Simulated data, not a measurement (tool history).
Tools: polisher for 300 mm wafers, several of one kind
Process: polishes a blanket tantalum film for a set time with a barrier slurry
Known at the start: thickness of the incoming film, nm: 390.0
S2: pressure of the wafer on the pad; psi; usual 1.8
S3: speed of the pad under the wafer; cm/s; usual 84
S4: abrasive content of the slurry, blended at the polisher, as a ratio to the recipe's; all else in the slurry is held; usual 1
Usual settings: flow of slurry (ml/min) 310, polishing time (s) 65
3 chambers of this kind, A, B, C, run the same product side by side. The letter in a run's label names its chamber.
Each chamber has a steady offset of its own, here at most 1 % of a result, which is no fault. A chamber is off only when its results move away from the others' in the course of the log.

{"run": "1A", "hour": 6.4, "flow of slurry (ml/min)": 310, "S2": 1.8, "S3": 84, "S4": 1, "polishing time (s)": 65, "film removed (nm)": 77.953}
{"run": "2B", "hour": 16.1, "flow of slurry (ml/min)": 310, "S2": 1.8, "S3": 84, "S4": 1, "polishing time (s)": 65, "film removed (nm)": 78.304}
{"run": "3C", "hour": 26.2, "flow of slurry (ml/min)": 310, "S2": 1.8, "S3": 84, "S4": 1, "polishing time (s)": 65, "film removed (nm)": 79.164}
{"run": "4C", "hour": 33.9, "flow of slurry (ml/min)": 310, "S2": 1.8, "S3": 84, "S4": 1, "polishing time (s)": 65, "film removed (nm)": 78.078}
{"hour": 34.1, "done": "chamber C: slurry blender recalibrated"}
{"run": "5A", "hour": 40.9, "flow of slurry (ml/min)": 310, "S2": 1.8, "S3": 84, "S4": 1, "polishing time (s)": 65, "film removed (nm)": 76.816}
{"run": "6B", "hour": 47.7, "flow of slurry (ml/min)": 310, "S2": 1.8, "S3": 84, "S4": 1, "polishing time (s)": 65, "film removed (nm)": 79.058}
{"hour": 55.3, "done": "chamber B: worn pad replaced by a new one"}
{"run": "7B", "hour": 58.4, "flow of slurry (ml/min)": 310, "S2": 1.8, "S3": 84, "S4": 1, "polishing time (s)": 65, "film removed (nm)": 79.016}
{"run": "8A", "hour": 66.8, "flow of slurry (ml/min)": 310, "S2": 1.8, "S3": 84, "S4": 1, "polishing time (s)": 65, "film removed (nm)": 77.383}
{"run": "9C", "hour": 74.0, "flow of slurry (ml/min)": 310, "S2": 1.8, "S3": 84, "S4": 1, "polishing time (s)": 65, "film removed (nm)": 78.22}
{"run": "10A", "hour": 80.9, "flow of slurry (ml/min)": 310, "S2": 1.8, "S3": 84, "S4": 1, "polishing time (s)": 65, "film removed (nm)": 77.376}
{"run": "11B", "hour": 89.4, "flow of slurry (ml/min)": 310, "S2": 1.8, "S3": 84, "S4": 1, "polishing time (s)": 65, "film removed (nm)": 75.265}
{"hour": 96.3, "done": "chamber A: worn pad replaced by a new one"}
{"run": "12C", "hour": 98.8, "flow of slurry (ml/min)": 310, "S2": 1.8, "S3": 84, "S4": 1, "polishing time (s)": 65, "film removed (nm)": 78.888}
{"hour": 100.2, "done": "chamber C: worn pad replaced by a new one"}
{"run": "13C", "hour": 106.8, "flow of slurry (ml/min)": 310, "S2": 1.8, "S3": 84, "S4": 1, "polishing time (s)": 65, "film removed (nm)": 77.992}
{"hour": 108.7, "done": "chamber A: slurry blender recalibrated"}
{"run": "14A", "hour": 112.1, "flow of slurry (ml/min)": 310, "S2": 1.8, "S3": 84, "S4": 1, "polishing time (s)": 65, "film removed (nm)": 78.731}
{"hour": 116.7, "done": "chamber A: slurry nozzle cleaned"}
{"run": "15B", "hour": 120.1, "flow of slurry (ml/min)": 310, "S2": 1.8, "S3": 84, "S4": 1, "polishing time (s)": 65, "film removed (nm)": 75.242}
{"run": "16B", "hour": 130.6, "flow of slurry (ml/min)": 310, "S2": 1.8, "S3": 84, "S4": 1, "polishing time (s)": 65, "film removed (nm)": 75.467}
{"run": "17A", "hour": 141.4, "flow of slurry (ml/min)": 310, "S2": 1.8, "S3": 84, "S4": 1, "polishing time (s)": 65, "film removed (nm)": 76.239}
{"run": "18C", "hour": 149.9, "flow of slurry (ml/min)": 310, "S2": 1.8, "S3": 84, "S4": 1, "polishing time (s)": 65, "film removed (nm)": 79.909}
{"hour": 158.5, "done": "chamber B: worn pad replaced by a new one"}
{"run": "19B", "hour": 160.1, "flow of slurry (ml/min)": 310, "S2": 1.8, "S3": 84, "S4": 1, "polishing time (s)": 65, "film removed (nm)": 73.278}
{"run": "20C", "hour": 165.6, "flow of slurry (ml/min)": 310, "S2": 1.8, "S3": 84, "S4": 1, "polishing time (s)": 65, "film removed (nm)": 79.527}
{"run": "21A", "hour": 170.8, "flow of slurry (ml/min)": 310, "S2": 1.8, "S3": 84, "S4": 1, "polishing time (s)": 65, "film removed (nm)": 79.482}
{"run": "22B", "hour": 180.3, "flow of slurry (ml/min)": 220, "S2": 1.8, "S3": 84, "S4": 1, "polishing time (s)": 65, "film removed (nm)": 71.549}
{"run": "23C", "hour": 185.7, "flow of slurry (ml/min)": 220, "S2": 1.8, "S3": 84, "S4": 1, "polishing time (s)": 65, "film removed (nm)": 76.575}
{"run": "24A", "hour": 191.5, "flow of slurry (ml/min)": 220, "S2": 1.8, "S3": 84, "S4": 1, "polishing time (s)": 65, "film removed (nm)": 74.004}
{"run": "25A", "hour": 201.0, "flow of slurry (ml/min)": 310, "S2": 1.8, "S3": 84, "S4": 1, "polishing time (s)": 65, "film removed (nm)": 78.363}
{"hour": 205.2, "done": "chamber C: worn pad replaced by a new one"}
{"run": "26B", "hour": 207.1, "flow of slurry (ml/min)": 310, "S2": 1.8, "S3": 84, "S4": 1, "polishing time (s)": 65, "film removed (nm)": 72.94}
{"run": "27C", "hour": 216.4, "flow of slurry (ml/min)": 310, "S2": 1.8, "S3": 84, "S4": 1, "polishing time (s)": 65, "film removed (nm)": 78.976}
{"run": "28B", "hour": 224.3, "flow of slurry (ml/min)": 310, "S2": 1.8, "S3": 84, "S4": 1, "polishing time (s)": 65, "film removed (nm)": 72.305}
{"run": "29A", "hour": 229.7, "flow of slurry (ml/min)": 310, "S2": 1.8, "S3": 84, "S4": 1, "polishing time (s)": 65, "film removed (nm)": 79.19}
{"hour": 230.9, "done": "chamber C: slurry blender recalibrated"}
{"run": "30C", "hour": 236.1, "flow of slurry (ml/min)": 310, "S2": 1.8, "S3": 84, "S4": 1, "polishing time (s)": 65, "film removed (nm)": 79.963}
{"hour": 245.9, "done": "chamber B: slurry nozzle cleaned"}
{"run": "31A", "hour": 246.2, "flow of slurry (ml/min)": 310, "S2": 1.8, "S3": 84, "S4": 1, "polishing time (s)": 65, "film removed (nm)": 78.783}
{"hour": 246.4, "done": "chamber A: worn pad replaced by a new one"}
{"run": "32B", "hour": 257.0, "flow of slurry (ml/min)": 310, "S2": 1.8, "S3": 84, "S4": 1, "polishing time (s)": 65, "film removed (nm)": 70.867}
{"run": "33C", "hour": 264.9, "flow of slurry (ml/min)": 405, "S2": 1.8, "S3": 84, "S4": 1, "polishing time (s)": 73, "film removed (nm)": 89.581}
{"hour": 266.3, "done": "chamber B: worn pad replaced by a new one"}
{"run": "34C", "hour": 271.0, "flow of slurry (ml/min)": 405, "S2": 1.8, "S3": 84, "S4": 1, "polishing time (s)": 73, "film removed (nm)": 89.641}
{"hour": 275.0, "done": "chamber A: slurry blender recalibrated"}
{"run": "35A", "hour": 281.2, "flow of slurry (ml/min)": 405, "S2": 1.8, "S3": 84, "S4": 1, "polishing time (s)": 73, "film removed (nm)": 91.173}
{"run": "36B", "hour": 287.1, "flow of slurry (ml/min)": 310, "S2": 1.8, "S3": 84, "S4": 1, "polishing time (s)": 65, "film removed (nm)": 68.716}

All 3 chambers run these settings next. Forecast each chamber's results:
{"run": "37A", "hour": 295.0, "flow of slurry (ml/min)": 310, "S2": 1.8, "S3": 84, "S4": 1, "polishing time (s)": 65, "film removed (nm)": "?"}
{"run": "37B", "hour": 295.0, "flow of slurry (ml/min)": 310, "S2": 1.8, "S3": 84, "S4": 1, "polishing time (s)": 65, "film removed (nm)": "?"}
{"run": "37C", "hour": 295.0, "flow of slurry (ml/min)": 310, "S2": 1.8, "S3": 84, "S4": 1, "polishing time (s)": 65, "film removed (nm)": "?"}

run=37A film_removed_(nm)=79.582
run=37B film_removed_(nm)=69.484
run=37C film_removed_(nm)=79.290
